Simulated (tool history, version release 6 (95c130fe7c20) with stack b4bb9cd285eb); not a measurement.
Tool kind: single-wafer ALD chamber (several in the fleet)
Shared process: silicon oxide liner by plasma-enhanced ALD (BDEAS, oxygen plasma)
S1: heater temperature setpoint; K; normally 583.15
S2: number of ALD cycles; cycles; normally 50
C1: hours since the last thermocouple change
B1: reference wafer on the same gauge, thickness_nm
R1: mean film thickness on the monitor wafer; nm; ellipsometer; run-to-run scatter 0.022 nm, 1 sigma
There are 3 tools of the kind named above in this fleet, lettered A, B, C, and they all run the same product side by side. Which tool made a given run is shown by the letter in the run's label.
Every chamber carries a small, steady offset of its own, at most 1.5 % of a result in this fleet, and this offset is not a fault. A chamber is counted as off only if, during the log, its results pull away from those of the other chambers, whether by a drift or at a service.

{"run": "1A", "hour": 8.8, "S1": 583.15, "S2": 50, "C1": 799.6, "B1": 4.4501, "R1": 4.5993}
{"run": "2B", "hour": 22.2, "S1": 583.15, "S2": 50, "C1": 1011.7, "B1": 4.4491, "R1": 4.5439}
{"run": "3C", "hour": 36.8, "S1": 583.15, "S2": 50, "C1": 1051.0, "B1": 4.4556, "R1": 4.5371}
{"run": "4B", "hour": 50.7, "S1": 583.15, "S2": 50, "C1": 1040.2, "B1": 4.4513, "R1": 4.5338}
{"run": "5C", "hour": 57.8, "S1": 583.15, "S2": 50, "C1": 1072.0, "B1": 4.4467, "R1": 4.5304}
{"run": "6A", "hour": 67.0, "S1": 583.15, "S2": 50, "C1": 857.8, "B1": 4.4473, "R1": 4.6418}
{"run": "7B", "hour": 80.8, "S1": 583.15, "S2": 50, "C1": 1070.3, "B1": 4.4472, "R1": 4.5591}
{"run": "8A", "hour": 93.2, "S1": 583.15, "S2": 50, "C1": 884.0, "B1": 4.447, "R1": 4.6175}
{"run": "9C", "hour": 103.9, "S1": 574.15, "S2": 50, "C1": 1118.1, "B1": 4.45, "R1": 4.6299}
{"run": "10B", "hour": 115.7, "S1": 574.15, "S2": 50, "C1": 1105.2, "B1": 4.4474, "R1": 4.6396}
{"run": "11A", "hour": 123.1, "S1": 574.15, "S2": 50, "C1": 913.9, "B1": 4.4544, "R1": 4.6994}
{"run": "12C", "hour": 136.5, "S1": 583.15, "S2": 50, "C1": 1150.7, "B1": 4.4512, "R1": 4.5289}
{"run": "13C", "hour": 151.2, "S1": 583.15, "S2": 50, "C1": 1165.4, "B1": 4.4529, "R1": 4.5877}
{"run": "14B", "hour": 167.2, "S1": 583.15, "S2": 50, "C1": 1156.7, "B1": 4.4441, "R1": 4.5788}
{"run": "15A", "hour": 179.0, "S1": 583.15, "S2": 50, "C1": 969.8, "B1": 4.4558, "R1": 4.6549}
{"run": "16A", "hour": 192.9, "S1": 583.15, "S2": 50, "C1": 983.7, "B1": 4.4479, "R1": 4.6763}
{"run": "17C", "hour": 205.1, "S1": 577.15, "S2": 43, "C1": 1219.3, "B1": 4.4493, "R1": 3.9552}
{"run": "18B", "hour": 221.3, "S1": 577.15, "S2": 43, "C1": 1210.8, "B1": 4.447, "R1": 3.9175}
{"run": "19B", "hour": 232.6, "S1": 577.15, "S2": 43, "C1": 1222.1, "B1": 4.4542, "R1": 3.9628}
{"run": "20A", "hour": 241.4, "S1": 583.15, "S2": 50, "C1": 1032.2, "B1": 4.4515, "R1": 4.6046}
{"run": "21C", "hour": 255.4, "S1": 583.15, "S2": 50, "C1": 1269.6, "B1": 4.4511, "R1": 4.5568}
{"run": "22C", "hour": 264.1, "S1": 583.15, "S2": 50, "C1": 1278.3, "B1": 4.4474, "R1": 4.5444}
{"hour": 269.1, "done": "chamber B: thermocouple changed; heater temperature recalibrated"}
{"run": "23B", "hour": 278.0, "S1": 583.15, "S2": 50, "C1": 8.9, "B1": 4.4508, "R1": 4.565}
{"run": "24A", "hour": 289.2, "S1": 583.15, "S2": 50, "C1": 1080.0, "B1": 4.4426, "R1": 4.6319}
{"run": "25C", "hour": 300.1, "S1": 583.15, "S2": 50, "C1": 1314.3, "B1": 4.4484, "R1": 4.5827}
{"run": "26A", "hour": 309.7, "S1": 583.15, "S2": 50, "C1": 1100.5, "B1": 4.4495, "R1": 4.6361}
{"run": "27B", "hour": 317.5, "S1": 583.15, "S2": 50, "C1": 48.4, "B1": 4.4541, "R1": 4.5548}
{"run": "28C", "hour": 330.1, "S1": 583.15, "S2": 50, "C1": 1344.3, "B1": 4.447, "R1": 4.5698}

Next, every chamber runs the same settings. What will each give?
{"run": "29A", "hour": 341.8, "S1": 583.15, "S2": 50, "R1": "?"}
{"run": "29B", "hour": 341.8, "S1": 583.15, "S2": 50, "R1": "?"}
{"run": "29C", "hour": 341.8, "S1": 583.15, "S2": 50, "R1": "?"}

run=29A R1=4.6581
run=29B R1=4.5555
run=29C R1=4.5359

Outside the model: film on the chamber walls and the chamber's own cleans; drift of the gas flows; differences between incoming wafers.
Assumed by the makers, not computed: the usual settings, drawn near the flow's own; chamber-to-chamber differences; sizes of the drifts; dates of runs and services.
